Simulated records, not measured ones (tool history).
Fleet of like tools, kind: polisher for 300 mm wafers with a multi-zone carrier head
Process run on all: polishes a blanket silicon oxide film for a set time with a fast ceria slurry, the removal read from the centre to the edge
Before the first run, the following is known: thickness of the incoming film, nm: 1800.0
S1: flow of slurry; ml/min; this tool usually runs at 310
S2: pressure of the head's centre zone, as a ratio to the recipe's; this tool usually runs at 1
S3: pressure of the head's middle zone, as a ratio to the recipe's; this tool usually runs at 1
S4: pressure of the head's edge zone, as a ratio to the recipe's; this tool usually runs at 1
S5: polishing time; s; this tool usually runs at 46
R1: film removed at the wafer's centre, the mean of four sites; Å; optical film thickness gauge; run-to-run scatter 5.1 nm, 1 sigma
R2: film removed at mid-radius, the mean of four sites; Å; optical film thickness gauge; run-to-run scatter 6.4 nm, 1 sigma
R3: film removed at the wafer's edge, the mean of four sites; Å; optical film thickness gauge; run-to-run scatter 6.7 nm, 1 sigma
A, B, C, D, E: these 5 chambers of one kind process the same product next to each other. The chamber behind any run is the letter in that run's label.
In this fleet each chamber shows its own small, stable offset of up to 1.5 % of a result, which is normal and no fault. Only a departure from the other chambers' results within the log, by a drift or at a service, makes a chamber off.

| run | hour | S1 | S2 | S3 | S4 | S5 | R1 | R2 | R3 |
|---|---|---|---|---|---|---|---|---|---|
| 1B | 7.9 | 310 | 1 | 1 | 1 | 46 | 5460.5 | 5425.2 | 5473.5 |
|  | 10.6 | chamber D: worn pad replaced by a new one |
| 2E | 17.2 | 310 | 1 | 1 | 1 | 46 | 5492 | 5393.4 | 5400.5 |
| 3D | 29.2 | 310 | 1 | 1 | 1 | 46 | 5359.3 | 5356.9 | 5304.9 |
|  | 30.1 | chamber C: worn pad replaced by a new one |
|  | 38 | chamber C: slurry nozzle cleaned |
| 4A | 41.9 | 310 | 1 | 1 | 1 | 46 | 5497.3 | 5478.6 | 5483.6 |
| 5C | 52.3 | 310 | 1 | 1 | 1 | 46 | 5386.8 | 5302.7 | 5429.4 |
|  | 57.1 | chamber A: worn pad replaced by a new one |
| 6B | 60.9 | 310 | 1 | 1 | 1 | 46 | 5375.5 | 5630 | 5530.8 |
|  | 63.7 | chamber B: worn pad replaced by a new one |
|  | 65.2 | chamber E: worn pad replaced by a new one |
| 7D | 72.6 | 310 | 1 | 1 | 1 | 46 | 5484.3 | 5422.4 | 5503.7 |
|  | 79.5 | chamber E: slurry nozzle cleaned |
| 8C | 86 | 310 | 0.89 | 1 | 0.92 | 46 | 4809.8 | 5381.3 | 5260.9 |
| 9E | 96.7 | 310 | 0.89 | 1 | 0.92 | 46 | 4724.9 | 5433.4 | 5255.3 |
|  | 101.8 | chamber C: worn pad replaced by a new one |
| 10A | 105.6 | 310 | 0.89 | 1 | 0.92 | 46 | 4795.1 | 5570.8 | 5359.8 |
|  | 111.6 | chamber D: worn pad replaced by a new one |
| 11A | 113.1 | 310 | 0.89 | 1 | 0.92 | 46 | 4764.2 | 5460.9 | 5200.2 |
| 12E | 123.4 | 310 | 0.89 | 1 | 0.92 | 46 | 4792.8 | 5347.9 | 5264.2 |
|  | 126.8 | chamber B: slurry nozzle cleaned |
| 13B | 130.8 | 310 | 1 | 1 | 1 | 46 | 5446.6 | 5506.7 | 5498.5 |
| 14D | 141.6 | 310 | 1 | 1 | 1 | 46 | 5415.9 | 5411.7 | 5394.4 |
|  | 143.8 | chamber A: worn pad replaced by a new one |
|  | 149.8 | chamber E: worn pad replaced by a new one |
|  | 150.4 | chamber B: worn pad replaced by a new one |
| 15C | 151.5 | 310 | 1 | 1 | 1 | 46 | 5626.8 | 5423.2 | 5365.4 |
| 16C | 163.4 | 310 | 1 | 1 | 1 | 46 | 5684.9 | 5455 | 5374.5 |
|  | 168.2 | chamber C: worn pad replaced by a new one |
| 17D | 172.2 | 310 | 1 | 1 | 1 | 46 | 5396 | 5308.2 | 5389.2 |
| 18B | 183.6 | 310 | 1 | 1 | 1 | 46 | 5403.1 | 5605.3 | 5373.8 |
| 19A | 196.3 | 310 | 1 | 1 | 1 | 46 | 5395.6 | 5468.3 | 5461.7 |
|  | 205.2 | chamber D: worn pad replaced by a new one |
| 20E | 206.5 | 260 | 1 | 1 | 1 | 37 | 4328.6 | 4198 | 4380.2 |
|  | 215.2 | chamber A: worn pad replaced by a new one |
| 21C | 215.2 | 260 | 1 | 1 | 1 | 37 | 4466 | 4217 | 4355.7 |
|  | 218.4 | chamber A: centre zone pressure recalibrated |
|  | 222.7 | chamber E: worn pad replaced by a new one |
| 22A | 225.4 | 260 | 1 | 1 | 1 | 37 | 4220 | 4229.6 | 4259.4 |
| 23E | 233.5 | 260 | 1 | 1 | 1 | 37 | 4343.6 | 4168.9 | 4374.4 |
|  | 234.1 | chamber C: edge zone pressure recalibrated |
|  | 239 | chamber B: worn pad replaced by a new one |
| 24B | 245.1 | 260 | 1 | 1 | 1 | 37 | 4259.7 | 4302 | 4323 |
|  | 253.8 | chamber C: worn pad replaced by a new one |
| 25D | 254.9 | 310 | 1 | 1.07 | 1 | 46 | 5414.2 | 5699.9 | 5402.5 |
| 26B | 267.8 | 310 | 1 | 1.07 | 1 | 46 | 5439.8 | 5818.9 | 5454.6 |
| 27A | 274.1 | 310 | 1 | 1.07 | 1 | 46 | 5407 | 5739 | 5524.3 |
| 28D | 282 | 310 | 1 | 1.07 | 1 | 46 | 5423.5 | 5675.6 | 5468.5 |
|  | 282.5 | chamber A: slurry nozzle cleaned |
|  | 285.1 | chamber A: worn pad replaced by a new one |
| 29C | 291.1 | 310 | 1 | 1.07 | 1 | 46 | 5721.5 | 5741.3 | 5417.7 |
|  | 293.6 | chamber E: worn pad replaced by a new one |
| 30E | 299.5 | 310 | 1 | 1 | 1 | 46 | 5462.1 | 5371.4 | 5404 |
| 31B | 309.2 | 310 | 1 | 1 | 1 | 46 | 5381.1 | 5515.5 | 5397.6 |
|  | 313.5 | chamber D: worn pad replaced by a new one |
| 32A | 316.5 | 310 | 1 | 1 | 1 | 46 | 5370.4 | 5416.9 | 5471.7 |
|  | 321.6 | chamber C: worn pad replaced by a new one |
| 33C | 323.8 | 310 | 1 | 0.95 | 1 | 46 | 5899.1 | 5241 | 5342.1 |
| 34D | 332.4 | 310 | 1 | 0.95 | 1 | 46 | 5407 | 5148.4 | 5422.7 |
| 35E | 341.7 | 310 | 1 | 0.95 | 1 | 46 | 5349.1 | 5060.1 | 5413.1 |
| 36E | 350.2 | 310 | 1 | 0.95 | 1 | 46 | 5477.9 | 5089.6 | 5415.7 |
| 37A | 359.4 | 310 | 1 | 0.95 | 1 | 46 | 5438.3 | 5223.5 | 5491.4 |
| 38C | 366.7 | 310 | 1 | 1 | 1 | 46 | 5972.3 | 5388.4 | 5563.5 |
| 39D | 377.1 | 310 | 1 | 1 | 1 | 46 | 5479.5 | 5318.3 | 5430.3 |

Next, every chamber runs the same settings. What will each give?
| 40A | 387.1 | 260 | 1 | 1 | 1 | 46 | ? | ? | ? |
| 40B | 387.1 | 260 | 1 | 1 | 1 | 46 | ? | ? | ? |
| 40C | 387.1 | 260 | 1 | 1 | 1 | 46 | ? | ? | ? |
| 40D | 387.1 | 260 | 1 | 1 | 1 | 46 | ? | ? | ? |
| 40E | 387.1 | 260 | 1 | 1 | 1 | 46 | ? | ? | ? |

| run | R1 | R2 | R3 |
|---|---|---|---|
| 40A | 5304.4 | 5443.4 | 5391.3 |
| 40B | 5255.7 | 5370.7 | 5226.2 |
| 40C | 5974.1 | 5273.4 | 5390.7 |
| 40D | 5328.3 | 5287.5 | 5340.5 |
| 40E | 5349.3 | 5264.8 | 5410.8 |

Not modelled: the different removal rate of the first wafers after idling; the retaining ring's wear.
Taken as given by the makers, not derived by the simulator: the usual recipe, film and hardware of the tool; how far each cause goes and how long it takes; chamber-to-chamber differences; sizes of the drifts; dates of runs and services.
